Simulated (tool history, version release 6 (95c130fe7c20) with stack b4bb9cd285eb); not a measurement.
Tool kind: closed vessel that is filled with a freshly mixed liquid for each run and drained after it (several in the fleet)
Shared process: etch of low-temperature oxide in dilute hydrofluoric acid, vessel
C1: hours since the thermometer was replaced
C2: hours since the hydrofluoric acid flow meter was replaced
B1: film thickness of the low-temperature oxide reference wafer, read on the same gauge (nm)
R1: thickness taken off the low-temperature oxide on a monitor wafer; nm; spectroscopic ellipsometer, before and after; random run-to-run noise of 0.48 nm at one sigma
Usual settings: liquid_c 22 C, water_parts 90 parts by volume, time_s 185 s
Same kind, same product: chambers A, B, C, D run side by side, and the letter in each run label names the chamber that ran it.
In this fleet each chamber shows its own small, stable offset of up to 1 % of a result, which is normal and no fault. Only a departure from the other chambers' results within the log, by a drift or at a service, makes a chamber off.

Run 1B, hour 8.1: usual settings; C1 1650.8; C2 1107.9; B1 89.99. Result: R1 48.526 nm.
Run 2D, hour 14.1: usual settings; C1 369.7; C2 1402.6; B1 89.97. Result: R1 48.685 nm.
Run 3C, hour 23.5: usual settings; C1 136.5; C2 319.6; B1 89.989. Result: R1 49.318 nm.
Run 4A, hour 28.3: usual settings; C1 994.6; C2 457.5; B1 90.055. Result: R1 49.028 nm.
Run 5B, hour 35.3: usual settings but liquid_c 18 C, water_parts 65 parts by volume; C1 1678; C2 1135.1; B1 90.01. Result: R1 59.209 nm.
Run 6C, hour 40.7: usual settings but liquid_c 18 C, water_parts 65 parts by volume; C1 153.7; C2 336.8; B1 90.017. Result: R1 58.636 nm.
Run 7D, hour 50.7: usual settings but liquid_c 18 C, water_parts 65 parts by volume; C1 406.3; C2 1439.2; B1 90.034. Result: R1 59.262 nm.
Run 8A, hour 59.7: usual settings but liquid_c 18 C, water_parts 65 parts by volume; C1 1026; C2 488.9; B1 89.973. Result: R1 59.866 nm.
Run 9C, hour 69.4: usual settings; C1 182.4; C2 365.5; B1 89.984. Result: R1 48.704 nm.
Run 10D, hour 76.3: usual settings; C1 431.9; C2 1464.8; B1 90.001. Result: R1 49.233 nm.
Run 11A, hour 80.7: usual settings; C1 1047; C2 509.9; B1 90.021. Result: R1 48.962 nm.
At hour 84.8: chamber B: thermometer replaced.
Run 12B, hour 90.4: usual settings but liquid_c 24 C, time_s 265 s; C1 5.6; C2 1190.2; B1 90.002. Result: R1 75.889 nm.
Run 13D, hour 95.7: usual settings but liquid_c 24 C, time_s 265 s; C1 451.3; C2 1484.2; B1 89.998. Result: R1 77.348 nm.
Run 14C, hour 105.6: usual settings but liquid_c 24 C, time_s 265 s; C1 218.6; C2 401.7; B1 89.988. Result: R1 76.691 nm.
Run 15B, hour 110.9: usual settings but liquid_c 24 C, time_s 265 s; C1 26.1; C2 1210.7; B1 89.978. Result: R1 76.933 nm.
Run 16A, hour 116: usual settings; C1 1082.3; C2 545.2; B1 89.99. Result: R1 49.271 nm.
Run 17A, hour 123: usual settings; C1 1089.3; C2 552.2; B1 90.022. Result: R1 49.225 nm.
Run 18C, hour 131.4: usual settings; C1 244.4; C2 427.5; B1 90.009. Result: R1 48.794 nm.
Run 19B, hour 140.6: usual settings; C1 55.8; C2 1240.4; B1 90.033. Result: R1 48.588 nm.
Run 20D, hour 146.1: usual settings; C1 501.7; C2 1534.6; B1 90.004. Result: R1 49.265 nm.
Run 21A, hour 150.5: usual settings but water_parts 105 parts by volume, time_s 290 s; C1 1116.8; C2 579.7; B1 90.061. Result: R1 64.633 nm.
Run 22B, hour 157.1: usual settings but water_parts 105 parts by volume, time_s 290 s; C1 72.3; C2 1256.9; B1 90.018. Result: R1 64.766 nm.
Run 23D, hour 165.6: usual settings but water_parts 105 parts by volume, time_s 290 s; C1 521.2; C2 1554.1; B1 90.011. Result: R1 64.494 nm.
Run 24C, hour 172.8: usual settings but water_parts 105 parts by volume, time_s 290 s; C1 285.8; C2 468.9; B1 89.992. Result: R1 64.865 nm.
Run 25B, hour 178.9: usual settings; C1 94.1; C2 1278.7; B1 89.992. Result: R1 49.868 nm.
Run 26A, hour 185.7: usual settings; C1 1152; C2 614.9; B1 89.979. Result: R1 49.239 nm.
Run 27D, hour 190.5: usual settings; C1 546.1; C2 1579; B1 89.971. Result: R1 49.084 nm.
Run 28C, hour 199.7: usual settings; C1 312.7; C2 495.8; B1 89.964. Result: R1 49.439 nm.
Run 29B, hour 206.6: usual settings; C1 121.8; C2 1306.4; B1 90.014. Result: R1 49.011 nm.
Run 30A, hour 215.9: usual settings but liquid_c 17.5 C, time_s 220 s; C1 1182.2; C2 645.1; B1 90.005. Result: R1 48.733 nm.
Run 31C, hour 223: usual settings but liquid_c 17.5 C, time_s 220 s; C1 336; C2 519.1; B1 90.005. Result: R1 48.344 nm.
At hour 225.6: chamber A: hydrofluoric acid flow meter replaced.
Run 32D, hour 227.6: usual settings but liquid_c 17.5 C, time_s 220 s; C1 583.2; C2 1616.1; B1 89.996. Result: R1 48.714 nm.
Run 33B, hour 233.2: usual settings but liquid_c 17.5 C, time_s 220 s; C1 148.4; C2 1333; B1 89.999. Result: R1 47.92 nm.
Run 34C, hour 237.6: usual settings; C1 350.6; C2 533.7; B1 89.999. Result: R1 49.946 nm.
Run 35D, hour 242.1: usual settings; C1 597.7; C2 1630.6; B1 89.968. Result: R1 49.8 nm.
Run 36A, hour 249.8: usual settings; C1 1216.1; C2 24.2; B1 90.022. Result: R1 48.669 nm.
Run 37A, hour 255.6: usual settings; C1 1221.9; C2 30; B1 90.007. Result: R1 50.08 nm.
Run 38D, hour 263.3: usual settings; C1 618.9; C2 1651.8; B1 90.052. Result: R1 49.547 nm.
Run 39B, hour 269.1: usual settings; C1 184.3; C2 1368.9; B1 89.976. Result: R1 49.274 nm.
Run 40C, hour 276.7: usual settings; C1 389.7; C2 572.8; B1 90.028. Result: R1 49.217 nm.

Decide between three cases: one chamber stands off from its peers, the gauge reading all wafers drifts, or nothing is wrong past each chamber's small offset. Where a chamber is off, say which and what most likely put it there.

Nothing is wrong: each chamber keeps only its own small, steady offset and the gauge holds still.

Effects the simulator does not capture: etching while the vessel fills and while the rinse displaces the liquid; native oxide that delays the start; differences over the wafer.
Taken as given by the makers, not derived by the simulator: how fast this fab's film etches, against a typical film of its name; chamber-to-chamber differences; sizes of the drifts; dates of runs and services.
